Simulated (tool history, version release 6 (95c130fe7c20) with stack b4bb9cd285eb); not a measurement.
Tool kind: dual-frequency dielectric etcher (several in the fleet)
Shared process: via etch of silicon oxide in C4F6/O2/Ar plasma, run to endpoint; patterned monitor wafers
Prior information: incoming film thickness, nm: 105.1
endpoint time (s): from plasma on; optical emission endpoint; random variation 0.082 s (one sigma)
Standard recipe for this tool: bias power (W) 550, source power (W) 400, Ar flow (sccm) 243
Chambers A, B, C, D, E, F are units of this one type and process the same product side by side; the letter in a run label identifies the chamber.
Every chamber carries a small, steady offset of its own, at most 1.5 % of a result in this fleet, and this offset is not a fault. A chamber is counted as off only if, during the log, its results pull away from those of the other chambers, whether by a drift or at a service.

| run | hour | bias power (W) | source power (W) | Ar flow (sccm) | hours since the last wet clean | hours since the last bias power generator calibration | hours since the last source power generator calibration | hours since the last Ar flow controller change | endpoint time (s) |
|---|---|---|---|---|---|---|---|---|---|
| 1D | 4 | 550 | 400 | 243 | 86.5 | 403 | 3576.4 | 1250.1 | 21.752 |
| 2F | 9 | 550 | 400 | 243 | 310 | 4125.2 | 1660.6 | 1270.5 | 21.779 |
| 3E | 11.8 | 550 | 400 | 243 | 671.7 | 1276 | 66.3 | 809.9 | 21.71 |
| 4C | 15.7 | 550 | 400 | 243 | 216.7 | 2227.5 | 62.7 | 2827.4 | 21.875 |
| 5A | 18.6 | 550 | 400 | 243 | 226.4 | 4134.9 | 2359.6 | 2352.9 | 21.854 |
| 6B | 22.8 | 550 | 400 | 243 | 431.9 | 3696 | 1532.2 | 873.9 | 21.548 |
| 7D | 26.9 | 550 | 400 | 243 | 109.4 | 425.9 | 3599.3 | 1273 | 21.924 |
| 8E | 31.8 | 550 | 400 | 243 | 691.7 | 1296 | 86.3 | 829.9 | 21.768 |
|  | 34.2 | chamber E: wet clean of the chamber |
| 9A | 34.2 | 550 | 400 | 243 | 242 | 4150.5 | 2375.2 | 2368.5 | 21.799 |
| 10F | 36.9 | 550 | 400 | 243 | 337.9 | 4153.1 | 1688.5 | 1298.4 | 21.762 |
| 11C | 39.8 | 550 | 400 | 243 | 240.8 | 2251.6 | 86.8 | 2851.5 | 22.055 |
| 12B | 43.5 | 550 | 400 | 243 | 452.6 | 3716.7 | 1552.9 | 894.6 | 21.541 |
| 13E | 47.3 | 550 | 400 | 243 | 13.1 | 1311.5 | 101.8 | 845.4 | 21.929 |
| 14F | 50.9 | 550 | 470 | 243 | 351.9 | 4167.1 | 1702.5 | 1312.4 | 20.47 |
| 15A | 54.5 | 550 | 470 | 243 | 262.3 | 4170.8 | 2395.5 | 2388.8 | 20.642 |
| 16C | 58.1 | 550 | 470 | 243 | 259.1 | 2269.9 | 105.1 | 2869.8 | 20.564 |
| 17B | 60.7 | 550 | 470 | 243 | 469.8 | 3733.9 | 1570.1 | 911.8 | 20.443 |
| 18D | 64.1 | 550 | 470 | 243 | 146.6 | 463.1 | 3636.5 | 1310.2 | 20.673 |
| 19E | 67 | 550 | 470 | 243 | 32.8 | 1331.2 | 121.5 | 865.1 | 20.427 |
| 20A | 70.7 | 550 | 400 | 243 | 278.5 | 4187 | 2411.7 | 2405 | 21.905 |
| 21D | 75.9 | 550 | 400 | 243 | 158.4 | 474.9 | 3648.3 | 1322 | 21.848 |
| 22F | 79.8 | 550 | 340 | 243 | 380.8 | 4196 | 1731.4 | 1341.3 | 23.242 |
| 23B | 83.5 | 550 | 340 | 243 | 492.6 | 3756.7 | 1592.9 | 934.6 | 22.966 |
| 24C | 88.5 | 550 | 340 | 243 | 289.5 | 2300.3 | 135.5 | 2900.2 | 23.265 |
| 25E | 92.1 | 550 | 340 | 243 | 57.9 | 1356.3 | 146.6 | 890.2 | 23.085 |
| 26A | 96.5 | 550 | 340 | 243 | 304.3 | 4212.8 | 2437.5 | 2430.8 | 23.147 |
| 27C | 101.5 | 550 | 340 | 243 | 302.5 | 2313.3 | 148.5 | 2913.2 | 23.259 |
| 28D | 104.8 | 550 | 400 | 243 | 187.3 | 503.8 | 3677.2 | 1350.9 | 22.005 |
| 29B | 109.2 | 550 | 400 | 243 | 518.3 | 3782.4 | 1618.6 | 960.3 | 21.594 |
| 30F | 111.7 | 550 | 400 | 243 | 412.7 | 4227.9 | 1763.3 | 1373.2 | 22.342 |
| 31B | 116 | 550 | 400 | 243 | 525.1 | 3789.2 | 1625.4 | 967.1 | 21.498 |
| 32F | 120.2 | 550 | 400 | 243 | 421.2 | 4236.4 | 1771.8 | 1381.7 | 22.396 |
| 33E | 125.5 | 550 | 400 | 243 | 91.3 | 1389.7 | 180 | 923.6 | 21.798 |
| 34D | 128.6 | 550 | 400 | 243 | 211.1 | 527.6 | 3701 | 1374.7 | 21.88 |
| 35C | 133 | 550 | 400 | 243 | 334 | 2344.8 | 180 | 2944.7 | 21.974 |
| 36A | 137.4 | 550 | 400 | 243 | 345.2 | 4253.7 | 2478.4 | 2471.7 | 21.728 |
| 37F | 139.9 | 550 | 400 | 243 | 440.9 | 4256.1 | 1791.5 | 1401.4 | 22.686 |
| 38D | 142.6 | 550 | 400 | 243 | 225.1 | 541.6 | 3715 | 1388.7 | 21.972 |
| 39A | 146.8 | 550 | 400 | 243 | 354.6 | 4263.1 | 2487.8 | 2481.1 | 21.692 |
| 40C | 149.2 | 550 | 400 | 243 | 350.2 | 2361 | 196.2 | 2960.9 | 21.967 |
| 41B | 153.1 | 550 | 400 | 243 | 562.2 | 3826.3 | 1662.5 | 1004.2 | 21.512 |
| 42E | 158.2 | 550 | 400 | 243 | 124 | 1422.4 | 212.7 | 956.3 | 21.844 |

Next, all 6 chambers run the settings below, one line each with question marks for the results. What does each chamber give?
| 43A | 162 | 550 | 350 | 243 |  |  |  |  | ? |
| 43B | 162 | 550 | 350 | 243 |  |  |  |  | ? |
| 43C | 162 | 550 | 350 | 243 |  |  |  |  | ? |
| 43D | 162 | 550 | 350 | 243 |  |  |  |  | ? |
| 43E | 162 | 550 | 350 | 243 |  |  |  |  | ? |
| 43F | 162 | 550 | 350 | 243 |  |  |  |  | ? |

| run | endpoint time (s) |
|---|---|
| 43A | 22.932 |
| 43B | 22.41 |
| 43C | 23.111 |
| 43D | 23.004 |
| 43E | 22.783 |
| 43F | 23.874 |

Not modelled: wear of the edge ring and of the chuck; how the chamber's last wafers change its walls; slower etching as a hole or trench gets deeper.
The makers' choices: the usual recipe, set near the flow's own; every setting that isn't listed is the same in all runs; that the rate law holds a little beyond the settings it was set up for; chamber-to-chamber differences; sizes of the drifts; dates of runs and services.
